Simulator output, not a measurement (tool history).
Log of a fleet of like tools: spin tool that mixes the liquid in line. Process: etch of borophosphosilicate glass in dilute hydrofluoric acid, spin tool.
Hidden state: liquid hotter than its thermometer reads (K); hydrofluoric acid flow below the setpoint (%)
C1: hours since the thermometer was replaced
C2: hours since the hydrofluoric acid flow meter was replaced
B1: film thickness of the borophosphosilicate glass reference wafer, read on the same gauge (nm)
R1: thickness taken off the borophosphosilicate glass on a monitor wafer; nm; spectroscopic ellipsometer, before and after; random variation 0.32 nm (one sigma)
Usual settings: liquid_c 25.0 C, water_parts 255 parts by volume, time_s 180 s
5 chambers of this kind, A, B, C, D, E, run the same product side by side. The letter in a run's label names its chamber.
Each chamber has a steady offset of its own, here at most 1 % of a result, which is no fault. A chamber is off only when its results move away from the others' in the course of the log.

Run 1D, hour 3.4: usual settings; C1 201.4; C2 99.6; B1 49.982. Result: R1 34.345 nm.
Run 2E, hour 7.6: usual settings; C1 1308.4; C2 251.1; B1 49.991. Result: R1 34.514 nm.
Run 3A, hour 11.0: usual settings; C1 1007.2; C2 290.3; B1 49.960. Result: R1 33.869 nm.
Run 4B, hour 13.5: usual settings; C1 625.1; C2 35.3; B1 49.992. Result: R1 34.976 nm.
Run 5C, hour 17.2: usual settings but time_s 135 s; C1 771.2; C2 1350.6; B1 50.017. Result: R1 25.993 nm.
Run 6D, hour 21.8: usual settings but time_s 135 s; C1 219.8; C2 118.0; B1 50.016. Result: R1 25.935 nm.
Run 7C, hour 25.4: usual settings but time_s 135 s; C1 779.4; C2 1358.8; B1 50.008. Result: R1 25.871 nm.
Run 8A, hour 28.6: usual settings but time_s 135 s; C1 1024.8; C2 307.9; B1 50.032. Result: R1 25.781 nm.
Run 9E, hour 31.0: usual settings but time_s 135 s; C1 1331.8; C2 274.5; B1 49.998. Result: R1 26.498 nm.
Run 10B, hour 35.3: usual settings; C1 646.9; C2 57.1; B1 49.990. Result: R1 34.945 nm.
Run 11A, hour 37.8: usual settings; C1 1034.0; C2 317.1; B1 50.003. Result: R1 34.423 nm.
Run 12D, hour 41.8: usual settings but liquid_c 20.5 C, water_parts 305 parts by volume; C1 239.8; C2 138.0; B1 49.973. Result: R1 23.294 nm.
Run 13C, hour 46.4: usual settings but liquid_c 20.5 C, water_parts 305 parts by volume; C1 800.4; C2 1379.8; B1 49.976. Result: R1 23.425 nm.
Run 14E, hour 49.1: usual settings but liquid_c 20.5 C, water_parts 305 parts by volume; C1 1349.9; C2 292.6; B1 50.035. Result: R1 23.619 nm.
Run 15B, hour 53.2: usual settings but liquid_c 20.5 C, water_parts 305 parts by volume; C1 664.8; C2 75.0; B1 50.005. Result: R1 23.803 nm.
Run 16C, hour 56.6: usual settings but liquid_c 20.5 C, water_parts 305 parts by volume; C1 810.6; C2 1390.0; B1 49.984. Result: R1 23.457 nm.
Run 17A, hour 60.6: usual settings; C1 1056.8; C2 339.9; B1 49.995. Result: R1 34.304 nm.
Run 18B, hour 62.9: usual settings; C1 674.5; C2 84.7; B1 50.019. Result: R1 34.415 nm.
Run 19D, hour 66.4: usual settings; C1 264.4; C2 162.6; B1 50.032. Result: R1 33.705 nm.
Run 20E, hour 70.5: usual settings; C1 1371.3; C2 314.0; B1 50.008. Result: R1 34.501 nm.
Run 21B, hour 74.5: usual settings; C1 686.1; C2 96.3; B1 50.004. Result: R1 34.537 nm.
Run 22D, hour 78.4: usual settings but water_parts 210 parts by volume, time_s 100 s; C1 276.4; C2 174.6; B1 49.962. Result: R1 23.794 nm.
Run 23E, hour 81.4: usual settings but water_parts 210 parts by volume, time_s 100 s; C1 1382.2; C2 324.9; B1 49.991. Result: R1 24.394 nm.
Run 24C, hour 83.9: usual settings but water_parts 210 parts by volume, time_s 100 s; C1 837.9; C2 1417.3; B1 49.974. Result: R1 24.081 nm.
Run 25A, hour 86.2: usual settings but water_parts 210 parts by volume, time_s 100 s; C1 1082.4; C2 365.5; B1 49.960. Result: R1 24.152 nm.
Run 26C, hour 90.7: usual settings but water_parts 210 parts by volume, time_s 100 s; C1 844.7; C2 1424.1; B1 50.001. Result: R1 24.235 nm.
Run 27B, hour 95.2: usual settings; C1 706.8; C2 117.0; B1 49.957. Result: R1 34.211 nm.
Run 28A, hour 99.1: usual settings; C1 1095.3; C2 378.4; B1 49.998. Result: R1 34.227 nm.
Run 29D, hour 103.0: usual settings; C1 301.0; C2 199.2; B1 49.999. Result: R1 32.734 nm.
Run 30E, hour 107.0: usual settings; C1 1407.8; C2 350.5; B1 49.988. Result: R1 34.651 nm.
Run 31C, hour 111.6: usual settings; C1 865.6; C2 1445.0; B1 49.994. Result: R1 34.716 nm.
Run 32A, hour 113.9: usual settings; C1 1110.1; C2 393.2; B1 50.013. Result: R1 34.208 nm.
Run 33E, hour 116.5: usual settings; C1 1417.3; C2 360.0; B1 49.959. Result: R1 34.416 nm.

What goes on in this fleet: one chamber off, a drifting gauge, or nothing beyond the chambers' own small offsets? Name the chamber and the cause, if any.

Chamber D drifts away from the others.
Cause: hydrofluoric acid flow below the setpoint (%) = 6.58.
The log may not tell that from: liquid colder than its thermometer reads (K).

Here are 4 candidates for chamber D's next run, each the usual settings with a change, their results left as question marks. Which one brings its results back in line with what the others give on the usual settings?
In line means no further than this from the other chambers' mean on the usual settings: R1 1.100 nm
Run 34D-1, hour 119.8: usual settings but time_s 205 s. Result: R1 ?.
Run 34D-2, hour 119.8: usual settings but water_parts 270 parts by volume, time_s 170 s. Result: R1 ?.
Run 34D-3, hour 119.8: usual settings but time_s 165 s. Result: R1 ?.
Run 34D-4, hour 119.8: usual settings but water_parts 245 parts by volume, time_s 185 s. Result: R1 ?.

The other chambers' mean on the usual settings: R1 34.459 nm
  run      R1
34D-1  36.403
34D-2  28.021
34D-3  29.300
34D-4  34.595
34D-4 brings the chamber back in line.

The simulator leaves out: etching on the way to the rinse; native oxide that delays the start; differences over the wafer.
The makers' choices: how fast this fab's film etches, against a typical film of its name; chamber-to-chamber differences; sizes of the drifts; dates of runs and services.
